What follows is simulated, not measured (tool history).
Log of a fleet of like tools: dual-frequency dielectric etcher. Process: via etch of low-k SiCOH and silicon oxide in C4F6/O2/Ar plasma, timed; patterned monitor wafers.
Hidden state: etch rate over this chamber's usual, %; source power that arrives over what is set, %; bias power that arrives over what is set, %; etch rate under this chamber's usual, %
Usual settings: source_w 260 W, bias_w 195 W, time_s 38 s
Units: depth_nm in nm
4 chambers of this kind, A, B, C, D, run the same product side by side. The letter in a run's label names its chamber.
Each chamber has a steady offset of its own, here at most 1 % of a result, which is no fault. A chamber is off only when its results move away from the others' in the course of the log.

run	hour	source_w	bias_w	time_s	hours since the last wet clean	hours since the last source power generator calibration	hours since the last bias power generator calibration	read-back reference wafer on the same gauge, depth_nm	depth_nm
1A	5.9	260	195	38	196.7	1033.1	26.9	80.789	86.305
2D	17.1	260	195	38	361.1	200.8	1587.4	80.814	86.996
3B	23.5	260	195	38	139.6	1697.3	1177	80.891	85.035
4C	28.8	260	195	38	75.3	651.7	3129.8	80.812	85.561
5D	37.1	290	195	43	381.1	220.8	1607.4	80.789	102.44
6B	44.6	290	195	43	160.7	1718.4	1198.1	80.74	100.96
7C	55.7	290	195	43	102.2	678.6	3156.7	80.74	101.32
8A	65.3	290	195	43	256.1	1092.5	86.3	80.813	101.63
9B	72.5	260	195	38	188.6	1746.3	1226	80.798	84.927
10D	78.9	230	195	38	422.9	262.6	1649.2	80.803	83.372
11A	87.4	230	195	38	278.2	1114.6	108.4	80.838	82.152
12C	96.7	230	195	38	143.2	719.6	3197.7	80.777	82.175
13D	104	230	195	38	448	287.7	1674.3	80.808	83.512
14B	111.7	260	195	38	227.8	1785.5	1265.2	80.825	84.931
15A	119.9	260	195	38	310.7	1147.1	140.9	80.823	86.554
16C	129.9	260	195	38	176.4	752.8	3230.9	80.799	86.45
17D	136.9	240	195	45.5	480.9	320.6	1707.2	80.819	101.32
18A	144.6	240	195	45.5	335.4	1171.8	165.6	80.811	100.48
19B	154.6	240	195	45.5	270.7	1828.4	1308.1	80.816	99.034
20C	164.3	240	195	45.5	210.8	787.2	3265.3	80.812	100.02
# hour 167.4: chamber C: bias power generator calibrated
21B	174.3	260	195	38	290.4	1848.1	1327.8	80.778	85.396
22C	180.5	260	195	38	227	803.4	13.1	80.802	85.939
23D	188.7	260	195	38	532.7	372.4	1759	80.842	87.765
24A	195.1	260	195	38	385.9	1222.3	216.1	80.758	86.165
25D	204.9	260	195	38	548.9	388.6	1775.2	80.842	87.576
26A	212.2	260	195	38	403	1239.4	233.2	80.779	86.192
27C	217.8	260	195	38	264.3	840.7	50.4	80.736	85.408
28B	223.7	260	195	38	339.8	1897.5	1377.2	80.779	85.258
29A	230	260	195	32	420.8	1257.2	251	80.844	72.545
30B	238.8	260	195	32	354.9	1912.6	1392.3	80.744	71.9
31C	246	260	195	32	292.5	868.9	78.6	80.832	71.827
32D	250.9	260	195	32	594.9	434.6	1821.2	80.759	73.705
33A	260.1	260	195	38	450.9	1287.3	281.1	80.896	86.412
34C	265.8	260	195	38	312.3	888.7	98.4	80.811	85.65
35D	276	260	195	38	620	459.7	1846.3	80.856	87.809
36B	284.2	260	195	38	400.3	1958	1437.7	80.794	85.425
37A	292.8	260	195	38	483.6	1320	313.8	80.855	86.809
38C	298.9	260	195	38	345.4	921.8	131.5	80.847	85.391

What goes on in this fleet: one chamber off, a drifting gauge, or nothing beyond the chambers' own small offsets? Name the chamber and the cause, if any.

Chamber D drifts away from the others.
Cause: etch rate over this chamber's usual, % = 1.62.
The log may not tell that from: source power that arrives over what is set, %; bias power that arrives over what is set, %.

Here are 4 candidates for chamber D's next run, each the usual settings with a change, their results left as question marks. Which one brings its results back in line with what the others give on the usual settings?
In line means no further than this from the other chambers' mean on the usual settings: depth_nm 0.93 nm
39D-1	307	260	192	36					?
39D-2	307	260	196	39					?
39D-3	307	260	194	37					?
39D-4	307	280	214	38					?

The other chambers' mean on the usual settings: depth_nm 85.735 nm
run	depth_nm
39D-1	83.121
39D-2	90.655
39D-3	85.719
39D-4	93.543
39D-3 brings the chamber back in line.
